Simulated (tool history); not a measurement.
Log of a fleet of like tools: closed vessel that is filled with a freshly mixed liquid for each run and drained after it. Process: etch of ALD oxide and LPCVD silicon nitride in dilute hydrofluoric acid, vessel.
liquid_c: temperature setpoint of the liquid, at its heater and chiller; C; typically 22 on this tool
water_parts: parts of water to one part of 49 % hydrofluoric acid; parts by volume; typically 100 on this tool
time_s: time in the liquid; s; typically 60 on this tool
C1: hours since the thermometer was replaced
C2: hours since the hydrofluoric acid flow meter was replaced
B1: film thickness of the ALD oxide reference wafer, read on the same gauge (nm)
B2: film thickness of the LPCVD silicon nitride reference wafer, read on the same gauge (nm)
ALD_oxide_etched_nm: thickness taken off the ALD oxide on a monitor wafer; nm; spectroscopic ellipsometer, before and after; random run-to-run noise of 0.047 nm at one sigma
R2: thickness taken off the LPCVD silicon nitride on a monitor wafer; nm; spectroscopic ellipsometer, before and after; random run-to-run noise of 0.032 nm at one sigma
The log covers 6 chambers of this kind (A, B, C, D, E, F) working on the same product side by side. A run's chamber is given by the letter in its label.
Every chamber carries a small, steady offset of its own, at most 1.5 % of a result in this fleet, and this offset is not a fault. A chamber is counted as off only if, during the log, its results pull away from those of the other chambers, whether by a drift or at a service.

run 1B hour=3.4 | liquid_c=22 water_parts=100 time_s=60 | C1=1157.1 C2=517.7 | B1=140.01 B2=149.99 | ALD_oxide_etched_nm=9.9197 R2=0.23234
run 2F hour=8.5 | liquid_c=22 water_parts=100 time_s=60 | C1=71.2 C2=323.3 | B1=140.02 B2=150.01 | ALD_oxide_etched_nm=9.9178 R2=0.22022
run 3C hour=12.2 | liquid_c=22 water_parts=100 time_s=60 | C1=1259.7 C2=346.7 | B1=140.01 B2=150 | ALD_oxide_etched_nm=9.942 R2=0.24058
run 4D hour=14.9 | liquid_c=22 water_parts=100 time_s=60 | C1=254.8 C2=1937.1 | B1=140.02 B2=149.97 | ALD_oxide_etched_nm=9.9998 R2=0.20198
run 5E hour=18.5 | liquid_c=22 water_parts=100 time_s=60 | C1=654.6 C2=28 | B1=139.99 B2=149.99 | ALD_oxide_etched_nm=9.9111 R2=0.24428
run 6A hour=23.3 | liquid_c=22 water_parts=100 time_s=60 | C1=1543.7 C2=2066.2 | B1=140.01 B2=149.97 | ALD_oxide_etched_nm=10.04 R2=0.25896
run 7A hour=27.2 | liquid_c=22 water_parts=100 time_s=60 | C1=1547.6 C2=2070.1 | B1=140 B2=150 | ALD_oxide_etched_nm=10.015 R2=0.19767
run 8D hour=30.7 | liquid_c=22 water_parts=100 time_s=60 | C1=270.6 C2=1952.9 | B1=139.99 B2=150.01 | ALD_oxide_etched_nm=10.041 R2=0.28279
run 9B hour=33.4 | liquid_c=22 water_parts=100 time_s=60 | C1=1187.1 C2=547.7 | B1=139.99 B2=149.98 | ALD_oxide_etched_nm=9.8061 R2=0.24367
run 10F hour=36.6 | liquid_c=25.5 water_parts=100 time_s=90 | C1=99.3 C2=351.4 | B1=140.01 B2=149.97 | ALD_oxide_etched_nm=17.157 R2=0.31994
run 11E hour=42.1 | liquid_c=25.5 water_parts=100 time_s=90 | C1=678.2 C2=51.6 | B1=140 B2=149.98 | ALD_oxide_etched_nm=17.157 R2=0.4483
run 12C hour=44.7 | liquid_c=25.5 water_parts=100 time_s=90 | C1=1292.2 C2=379.2 | B1=139.98 B2=150 | ALD_oxide_etched_nm=17.175 R2=0.4579
run 13A hour=48.6 | liquid_c=25.5 water_parts=100 time_s=90 | C1=1569 C2=2091.5 | B1=140.01 B2=150 | ALD_oxide_etched_nm=17.423 R2=0.43983
run 14C hour=51.3 | liquid_c=25.5 water_parts=100 time_s=90 | C1=1298.8 C2=385.8 | B1=140.01 B2=150 | ALD_oxide_etched_nm=17.24 R2=0.40742
run 15F hour=55.7 | liquid_c=25.5 water_parts=100 time_s=90 | C1=118.4 C2=370.5 | B1=139.97 B2=149.99 | ALD_oxide_etched_nm=17.265 R2=0.44735
run 16E hour=60.8 | liquid_c=22 water_parts=100 time_s=60 | C1=696.9 C2=70.3 | B1=140.02 B2=149.98 | ALD_oxide_etched_nm=9.9165 R2=0.17449
run 17B hour=63.7 | liquid_c=22 water_parts=100 time_s=60 | C1=1217.4 C2=578 | B1=140.01 B2=150.02 | ALD_oxide_etched_nm=9.9318 R2=0.2154
run 18D hour=67.6 | liquid_c=22 water_parts=100 time_s=60 | C1=307.5 C2=1989.8 | B1=140 B2=149.99 | ALD_oxide_etched_nm=9.9948 R2=0.17118
run 19A hour=71.7 | liquid_c=22 water_parts=140 time_s=60 | C1=1592.1 C2=2114.6 | B1=139.99 B2=150.01 | ALD_oxide_etched_nm=6.8733 R2=0.16086
run 20C hour=74.1 | liquid_c=22 water_parts=140 time_s=60 | C1=1321.6 C2=408.6 | B1=139.99 B2=149.99 | ALD_oxide_etched_nm=6.7963 R2=0.18901
run 21B hour=77.5 | liquid_c=22 water_parts=140 time_s=60 | C1=1231.2 C2=591.8 | B1=140.02 B2=150.01 | ALD_oxide_etched_nm=6.7437 R2=0.18856
run 22F hour=79.9 | liquid_c=22 water_parts=140 time_s=60 | C1=142.6 C2=394.7 | B1=139.99 B2=149.98 | ALD_oxide_etched_nm=6.7948 R2=0.18234
run 23D hour=82.8 | liquid_c=22 water_parts=140 time_s=60 | C1=322.7 C2=2005 | B1=140 B2=150.01 | ALD_oxide_etched_nm=6.8053 R2=0.15223
run 24E hour=86.2 | liquid_c=22 water_parts=140 time_s=60 | C1=722.3 C2=95.7 | B1=140.02 B2=149.97 | ALD_oxide_etched_nm=6.7697 R2=0.18229
run 25A hour=88.8 | liquid_c=22 water_parts=100 time_s=60 | C1=1609.2 C2=2131.7 | B1=139.99 B2=149.99 | ALD_oxide_etched_nm=10.07 R2=0.18406
run 26C hour=92.4 | liquid_c=22 water_parts=100 time_s=60 | C1=1339.9 C2=426.9 | B1=139.97 B2=149.98 | ALD_oxide_etched_nm=10.05 R2=0.21856
run 27D hour=96.1 | liquid_c=22 water_parts=100 time_s=60 | C1=336 C2=2018.3 | B1=140.04 B2=150.01 | ALD_oxide_etched_nm=10.031 R2=0.17708
run 28E hour=98.5 | liquid_c=22 water_parts=100 time_s=60 | C1=734.6 C2=108 | B1=139.98 B2=150.02 | ALD_oxide_etched_nm=9.9538 R2=0.26607
run 29B hour=102.1 | liquid_c=22 water_parts=100 time_s=60 | C1=1255.8 C2=616.4 | B1=139.98 B2=150 | ALD_oxide_etched_nm=9.8707 R2=0.1952
run 30F hour=107.2 | liquid_c=22 water_parts=100 time_s=60 | C1=169.9 C2=422 | B1=140.02 B2=149.99 | ALD_oxide_etched_nm=9.9998 R2=0.17641
run 31E hour=110.7 | liquid_c=22 water_parts=100 time_s=70 | C1=746.8 C2=120.2 | B1=140 B2=150 | ALD_oxide_etched_nm=11.628 R2=0.24106
run 32A hour=114.8 | liquid_c=22 water_parts=100 time_s=70 | C1=1635.2 C2=2157.7 | B1=140.01 B2=150.03 | ALD_oxide_etched_nm=11.723 R2=0.25894
run 33C hour=117.2 | liquid_c=22 water_parts=100 time_s=70 | C1=1364.7 C2=451.7 | B1=139.99 B2=150.01 | ALD_oxide_etched_nm=11.713 R2=0.35233
run 34F hour=120.1 | liquid_c=22 water_parts=100 time_s=70 | C1=182.8 C2=434.9 | B1=140.01 B2=150.03 | ALD_oxide_etched_nm=11.615 R2=0.28409
run 35D hour=124.7 | liquid_c=22 water_parts=100 time_s=70 | C1=364.6 C2=2046.9 | B1=140 B2=149.98 | ALD_oxide_etched_nm=11.751 R2=0.23709
run 36B hour=129.9 | liquid_c=22 water_parts=100 time_s=70 | C1=1283.6 C2=644.2 | B1=140 B2=150 | ALD_oxide_etched_nm=11.623 R2=0.24319
run 37D hour=133 | liquid_c=22 water_parts=100 time_s=60 | C1=372.9 C2=2055.2 | B1=139.99 B2=150.04 | ALD_oxide_etched_nm=10.01 R2=0.26121
run 38C hour=135.8 | liquid_c=22 water_parts=100 time_s=60 | C1=1383.3 C2=470.3 | B1=140.02 B2=149.98 | ALD_oxide_etched_nm=9.9214 R2=0.21741
run 39B hour=138.9 | liquid_c=22 water_parts=100 time_s=60 | C1=1292.6 C2=653.2 | B1=139.99 B2=149.98 | ALD_oxide_etched_nm=9.8938 R2=0.15156
run 40A hour=144 | liquid_c=22 water_parts=100 time_s=60 | C1=1664.4 C2=2186.9 | B1=140 B2=149.97 | ALD_oxide_etched_nm=10.004 R2=0.25159
run 41F hour=147.6 | liquid_c=22 water_parts=100 time_s=60 | C1=210.3 C2=462.4 | B1=140 B2=149.98 | ALD_oxide_etched_nm=9.9633 R2=0.23315
run 42E hour=151.4 | liquid_c=22 water_parts=100 time_s=80 | C1=787.5 C2=160.9 | B1=140 B2=149.99 | ALD_oxide_etched_nm=13.22 R2=0.33076
run 43E hour=155.5 | liquid_c=22 water_parts=100 time_s=80 | C1=791.6 C2=165 | B1=139.99 B2=150 | ALD_oxide_etched_nm=13.248 R2=0.26158
run 44F hour=158.9 | liquid_c=22 water_parts=100 time_s=80 | C1=221.6 C2=473.7 | B1=139.99 B2=149.97 | ALD_oxide_etched_nm=13.267 R2=0.28516

Predict what each chamber gives when all 6 of them run the settings below next.
run 45A hour=162.8 | liquid_c=22 water_parts=100 time_s=45 | ALD_oxide_etched_nm=? R2=?
run 45B hour=162.8 | liquid_c=22 water_parts=100 time_s=45 | ALD_oxide_etched_nm=? R2=?
run 45C hour=162.8 | liquid_c=22 water_parts=100 time_s=45 | ALD_oxide_etched_nm=? R2=?
run 45D hour=162.8 | liquid_c=22 water_parts=100 time_s=45 | ALD_oxide_etched_nm=? R2=?
run 45E hour=162.8 | liquid_c=22 water_parts=100 time_s=45 | ALD_oxide_etched_nm=? R2=?
run 45F hour=162.8 | liquid_c=22 water_parts=100 time_s=45 | ALD_oxide_etched_nm=? R2=?

run=45A ALD_oxide_etched_nm=7.5125 R2=0.17954
run=45B ALD_oxide_etched_nm=7.4007 R2=0.20478
run=45C ALD_oxide_etched_nm=7.5737 R2=0.19718
run=45D ALD_oxide_etched_nm=7.4984 R2=0.13044
run=45E ALD_oxide_etched_nm=7.4805 R2=0.1701
run=45F ALD_oxide_etched_nm=7.4259 R2=0.20382
